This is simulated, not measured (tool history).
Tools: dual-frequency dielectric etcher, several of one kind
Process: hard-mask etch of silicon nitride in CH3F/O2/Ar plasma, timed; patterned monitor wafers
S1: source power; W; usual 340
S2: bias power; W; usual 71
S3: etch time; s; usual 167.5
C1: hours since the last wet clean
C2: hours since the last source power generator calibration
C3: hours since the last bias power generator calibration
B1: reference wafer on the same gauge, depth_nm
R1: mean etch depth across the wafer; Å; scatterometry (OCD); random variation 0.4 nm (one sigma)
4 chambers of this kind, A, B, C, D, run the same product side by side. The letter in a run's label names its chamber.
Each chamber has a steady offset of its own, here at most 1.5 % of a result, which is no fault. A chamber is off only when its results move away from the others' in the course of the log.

Run 1C, hour 4.6: usual settings; C1 249.2; C2 1019.5; C3 2114.5; B1 91.05. Result: R1 1108.8 Å.
Run 2B, hour 10.2: usual settings; C1 41.6; C2 3345; C3 548.1; B1 90.997. Result: R1 1088.9 Å.
Run 3A, hour 15.4: usual settings; C1 61.1; C2 1856.4; C3 2782.2; B1 90.94. Result: R1 1097.9 Å.
Run 4D, hour 22: usual settings; C1 296.1; C2 1642.2; C3 1498.8; B1 90.913. Result: R1 1096.4 Å.
Run 5B, hour 28.1: usual settings but S1 390 W, S3 201.5 s; C1 59.5; C2 3362.9; C3 566; B1 91.098. Result: R1 1380.6 Å.
Run 6A, hour 32.1: usual settings but S1 390 W, S3 201.5 s; C1 77.8; C2 1873.1; C3 2798.9; B1 91.021. Result: R1 1392.5 Å.
Run 7C, hour 38.5: usual settings but S1 390 W, S3 201.5 s; C1 283.1; C2 1053.4; C3 2148.4; B1 91.013. Result: R1 1408.9 Å.
Run 8D, hour 43.9: usual settings but S1 390 W, S3 201.5 s; C1 318; C2 1664.1; C3 1520.7; B1 90.978. Result: R1 1378 Å.
Run 9C, hour 51.1: usual settings; C1 295.7; C2 1066; C3 2161; B1 91.047. Result: R1 1102 Å.
Run 10D, hour 54.8: usual settings; C1 328.9; C2 1675; C3 1531.6; B1 90.989. Result: R1 1083.9 Å.
Run 11B, hour 61.6: usual settings; C1 93; C2 3396.4; C3 599.5; B1 90.994. Result: R1 1095.7 Å.
Run 12A, hour 68.2: usual settings; C1 113.9; C2 1909.2; C3 2835; B1 91.036. Result: R1 1100 Å.
Run 13B, hour 72.6: usual settings; C1 104; C2 3407.4; C3 610.5; B1 91.116. Result: R1 1089.5 Å.
Run 14D, hour 76: usual settings; C1 350.1; C2 1696.2; C3 1552.8; B1 91.066. Result: R1 1092.6 Å.
Run 15C, hour 83.6: usual settings; C1 328.2; C2 1098.5; C3 2193.5; B1 91.011. Result: R1 1115.6 Å.
Run 16A, hour 87.5: usual settings; C1 133.2; C2 1928.5; C3 2854.3; B1 91.01. Result: R1 1091.5 Å.
Run 17A, hour 94.2: usual settings; C1 139.9; C2 1935.2; C3 2861; B1 90.912. Result: R1 1085.2 Å.
Run 18D, hour 100.9: usual settings; C1 375; C2 1721.1; C3 1577.7; B1 91.027. Result: R1 1084.1 Å.
At hour 106.9: chamber D: wet clean of the chamber.
Run 19C, hour 107.5: usual settings but S3 137.5 s; C1 352.1; C2 1122.4; C3 2217.4; B1 91.025. Result: R1 909.01 Å.
Run 20B, hour 113.6: usual settings but S3 137.5 s; C1 145; C2 3448.4; C3 651.5; B1 91.059. Result: R1 902.15 Å.
Run 21B, hour 119.6: usual settings but S3 137.5 s; C1 151; C2 3454.4; C3 657.5; B1 90.989. Result: R1 896.36 Å.
Run 22D, hour 126.2: usual settings but S3 137.5 s; C1 19.4; C2 1746.4; C3 1603; B1 91.044. Result: R1 894.72 Å.
Run 23C, hour 131.4: usual settings; C1 376; C2 1146.3; C3 2241.3; B1 91.01. Result: R1 1104.9 Å.
Run 24A, hour 136.5: usual settings; C1 182.2; C2 1977.5; C3 2903.3; B1 91.095. Result: R1 1095.8 Å.
Run 25A, hour 141.4: usual settings; C1 187.1; C2 1982.4; C3 2908.2; B1 91.068. Result: R1 1097.2 Å.
Run 26B, hour 147.7: usual settings; C1 179.1; C2 3482.5; C3 685.6; B1 91.007. Result: R1 1094.5 Å.
Run 27D, hour 152: usual settings; C1 45.2; C2 1772.2; C3 1628.8; B1 91.068. Result: R1 1096.4 Å.
Run 28C, hour 155.4: usual settings; C1 400; C2 1170.3; C3 2265.3; B1 90.968. Result: R1 1109 Å.
Run 29D, hour 162.8: usual settings but S1 280 W; C1 56; C2 1783; C3 1639.6; B1 90.998. Result: R1 1014.7 Å.
Run 30B, hour 166.8: usual settings but S1 280 W; C1 198.2; C2 3501.6; C3 704.7; B1 90.972. Result: R1 1019.8 Å.
Run 31C, hour 170.7: usual settings but S1 280 W; C1 415.3; C2 1185.6; C3 2280.6; B1 91.011. Result: R1 1036.7 Å.
Run 32A, hour 174.9: usual settings but S1 280 W; C1 220.6; C2 2015.9; C3 2941.7; B1 90.993. Result: R1 1007.9 Å.

What goes on in this fleet: one chamber off, a drifting gauge, or nothing beyond the chambers' own small offsets? Name the chamber and the cause, if any.

No chamber stands off beyond its own small offset, and the gauge holds steady.
